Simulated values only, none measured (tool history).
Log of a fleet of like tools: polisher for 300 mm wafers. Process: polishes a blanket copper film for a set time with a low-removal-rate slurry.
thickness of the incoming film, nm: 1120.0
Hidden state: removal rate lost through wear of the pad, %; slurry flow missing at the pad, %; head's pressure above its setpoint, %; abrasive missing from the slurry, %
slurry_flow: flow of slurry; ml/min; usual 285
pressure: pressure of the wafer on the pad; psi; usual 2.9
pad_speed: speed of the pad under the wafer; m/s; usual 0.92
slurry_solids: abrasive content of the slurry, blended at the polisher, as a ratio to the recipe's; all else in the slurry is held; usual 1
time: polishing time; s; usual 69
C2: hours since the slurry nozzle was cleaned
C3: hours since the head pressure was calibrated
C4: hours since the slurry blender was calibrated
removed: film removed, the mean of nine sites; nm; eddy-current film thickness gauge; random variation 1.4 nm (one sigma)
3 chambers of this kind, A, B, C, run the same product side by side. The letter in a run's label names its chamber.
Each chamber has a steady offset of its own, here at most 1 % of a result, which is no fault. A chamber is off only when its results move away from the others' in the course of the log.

{"run": "1B", "hour": 6.4, "slurry_flow": 285, "pressure": 2.9, "pad_speed": 0.92, "slurry_solids": 1, "time": 69, "wafers polished on this pad": 146, "C2": 28.0, "C3": 471.8, "C4": 158.0, "removed": 168.6}
{"run": "2A", "hour": 16.4, "slurry_flow": 285, "pressure": 2.9, "pad_speed": 0.92, "slurry_solids": 1, "time": 69, "wafers polished on this pad": 950, "C2": 408.6, "C3": 448.8, "C4": 40.3, "removed": 170.02}
{"run": "3C", "hour": 26.0, "slurry_flow": 285, "pressure": 2.9, "pad_speed": 0.92, "slurry_solids": 1, "time": 69, "wafers polished on this pad": 525, "C2": 310.7, "C3": 1105.1, "C4": 60.2, "removed": 167.81}
{"hour": 26.2, "done": "chamber B: head pressure recalibrated"}
{"run": "4A", "hour": 32.0, "slurry_flow": 285, "pressure": 2.9, "pad_speed": 0.92, "slurry_solids": 1, "time": 69, "wafers polished on this pad": 1153, "C2": 424.2, "C3": 464.4, "C4": 55.9, "removed": 169.15}
{"run": "5C", "hour": 36.6, "slurry_flow": 285, "pressure": 2.9, "pad_speed": 0.92, "slurry_solids": 1, "time": 69, "wafers polished on this pad": 663, "C2": 321.3, "C3": 1115.7, "C4": 70.8, "removed": 166.1}
{"hour": 38.8, "done": "chamber A: worn pad replaced by a new one"}
{"hour": 43.3, "done": "chamber C: worn pad replaced by a new one"}
{"run": "6B", "hour": 46.9, "slurry_flow": 285, "pressure": 2.9, "pad_speed": 0.92, "slurry_solids": 1, "time": 69, "wafers polished on this pad": 674, "C2": 68.5, "C3": 20.7, "C4": 198.5, "removed": 169.57}
{"run": "7C", "hour": 52.4, "slurry_flow": 285, "pressure": 2.9, "pad_speed": 0.92, "slurry_solids": 1, "time": 69, "wafers polished on this pad": 118, "C2": 337.1, "C3": 1131.5, "C4": 86.6, "removed": 165.48}
{"run": "8A", "hour": 60.1, "slurry_flow": 320, "pressure": 2.9, "pad_speed": 0.92, "slurry_solids": 1, "time": 69, "wafers polished on this pad": 277, "C2": 452.3, "C3": 492.5, "C4": 84.0, "removed": 171.81}
{"run": "9B", "hour": 68.7, "slurry_flow": 320, "pressure": 2.9, "pad_speed": 0.92, "slurry_solids": 1, "time": 69, "wafers polished on this pad": 957, "C2": 90.3, "C3": 42.5, "C4": 220.3, "removed": 172.43}
{"run": "10A", "hour": 77.5, "slurry_flow": 320, "pressure": 2.9, "pad_speed": 0.92, "slurry_solids": 1, "time": 69, "wafers polished on this pad": 504, "C2": 469.7, "C3": 509.9, "C4": 101.4, "removed": 171.65}
{"hour": 80.7, "done": "chamber B: worn pad replaced by a new one"}
{"run": "11B", "hour": 83.4, "slurry_flow": 285, "pressure": 2.9, "pad_speed": 0.92, "slurry_solids": 1, "time": 69, "wafers polished on this pad": 35, "C2": 105.0, "C3": 57.2, "C4": 235.0, "removed": 168.94}
{"run": "12C", "hour": 88.9, "slurry_flow": 285, "pressure": 2.9, "pad_speed": 0.92, "slurry_solids": 1, "time": 69, "wafers polished on this pad": 593, "C2": 373.6, "C3": 1168.0, "C4": 123.1, "removed": 167.06}
{"run": "13C", "hour": 97.8, "slurry_flow": 285, "pressure": 2.9, "pad_speed": 0.92, "slurry_solids": 1, "time": 69, "wafers polished on this pad": 709, "C2": 382.5, "C3": 1176.9, "C4": 132.0, "removed": 169.39}
{"hour": 105.7, "done": "chamber C: worn pad replaced by a new one"}
{"hour": 106.3, "done": "chamber C: head pressure recalibrated"}
{"run": "14B", "hour": 107.9, "slurry_flow": 285, "pressure": 2.9, "pad_speed": 0.92, "slurry_solids": 1, "time": 69, "wafers polished on this pad": 354, "C2": 129.5, "C3": 81.7, "C4": 259.5, "removed": 169.33}
{"run": "15A", "hour": 116.6, "slurry_flow": 285, "pressure": 2.9, "pad_speed": 0.92, "slurry_solids": 1, "time": 69, "wafers polished on this pad": 1013, "C2": 508.8, "C3": 549.0, "C4": 140.5, "removed": 167.61}
{"run": "16C", "hour": 124.8, "slurry_flow": 285, "pressure": 2.9, "pad_speed": 0.92, "slurry_solids": 1, "time": 69, "wafers polished on this pad": 249, "C2": 409.5, "C3": 18.6, "C4": 159.0, "removed": 165.55}
{"hour": 126.2, "done": "chamber A: worn pad replaced by a new one"}
{"run": "17A", "hour": 130.4, "slurry_flow": 285, "pressure": 2.9, "pad_speed": 0.92, "slurry_solids": 1, "time": 69, "wafers polished on this pad": 55, "C2": 522.6, "C3": 562.8, "C4": 154.3, "removed": 168.59}
{"run": "18B", "hour": 138.6, "slurry_flow": 285, "pressure": 2.9, "pad_speed": 0.92, "slurry_solids": 1, "time": 50, "wafers polished on this pad": 754, "C2": 160.2, "C3": 112.4, "C4": 290.2, "removed": 121.94}
{"run": "19C", "hour": 143.5, "slurry_flow": 285, "pressure": 2.9, "pad_speed": 0.92, "slurry_solids": 1, "time": 50, "wafers polished on this pad": 492, "C2": 428.2, "C3": 37.3, "C4": 177.7, "removed": 120.02}
{"run": "20A", "hour": 150.2, "slurry_flow": 285, "pressure": 2.9, "pad_speed": 0.92, "slurry_solids": 1, "time": 50, "wafers polished on this pad": 312, "C2": 542.4, "C3": 582.6, "C4": 174.1, "removed": 121.97}
{"run": "21B", "hour": 156.9, "slurry_flow": 285, "pressure": 2.9, "pad_speed": 0.92, "slurry_solids": 1, "time": 69, "wafers polished on this pad": 992, "C2": 178.5, "C3": 130.7, "C4": 308.5, "removed": 169.57}
{"hour": 160.9, "done": "chamber B: worn pad replaced by a new one"}
{"run": "22A", "hour": 165.8, "slurry_flow": 285, "pressure": 2.9, "pad_speed": 0.92, "slurry_solids": 1, "time": 69, "wafers polished on this pad": 515, "C2": 558.0, "C3": 598.2, "C4": 189.7, "removed": 166.92}
{"hour": 167.7, "done": "chamber C: worn pad replaced by a new one"}
{"run": "23B", "hour": 170.6, "slurry_flow": 285, "pressure": 2.9, "pad_speed": 0.92, "slurry_solids": 1, "time": 69, "wafers polished on this pad": 127, "C2": 192.2, "C3": 144.4, "C4": 322.2, "removed": 167.8}
{"run": "24C", "hour": 179.0, "slurry_flow": 285, "pressure": 2.9, "pad_speed": 0.92, "slurry_solids": 1, "time": 69, "wafers polished on this pad": 148, "C2": 463.7, "C3": 72.8, "C4": 213.2, "removed": 166.26}
{"run": "25C", "hour": 184.8, "slurry_flow": 285, "pressure": 2.9, "pad_speed": 0.92, "slurry_solids": 1, "time": 69, "wafers polished on this pad": 223, "C2": 469.5, "C3": 78.6, "C4": 219.0, "removed": 164.8}
{"run": "26A", "hour": 191.7, "slurry_flow": 350, "pressure": 2.9, "pad_speed": 0.72, "slurry_solids": 1, "time": 69, "wafers polished on this pad": 853, "C2": 583.9, "C3": 624.1, "C4": 215.6, "removed": 133.36}

What goes on in this fleet: one chamber off, a drifting gauge, or nothing beyond the chambers' own small offsets? Name the chamber and the cause, if any.

No chamber stands off beyond its own small offset, and the gauge holds steady.
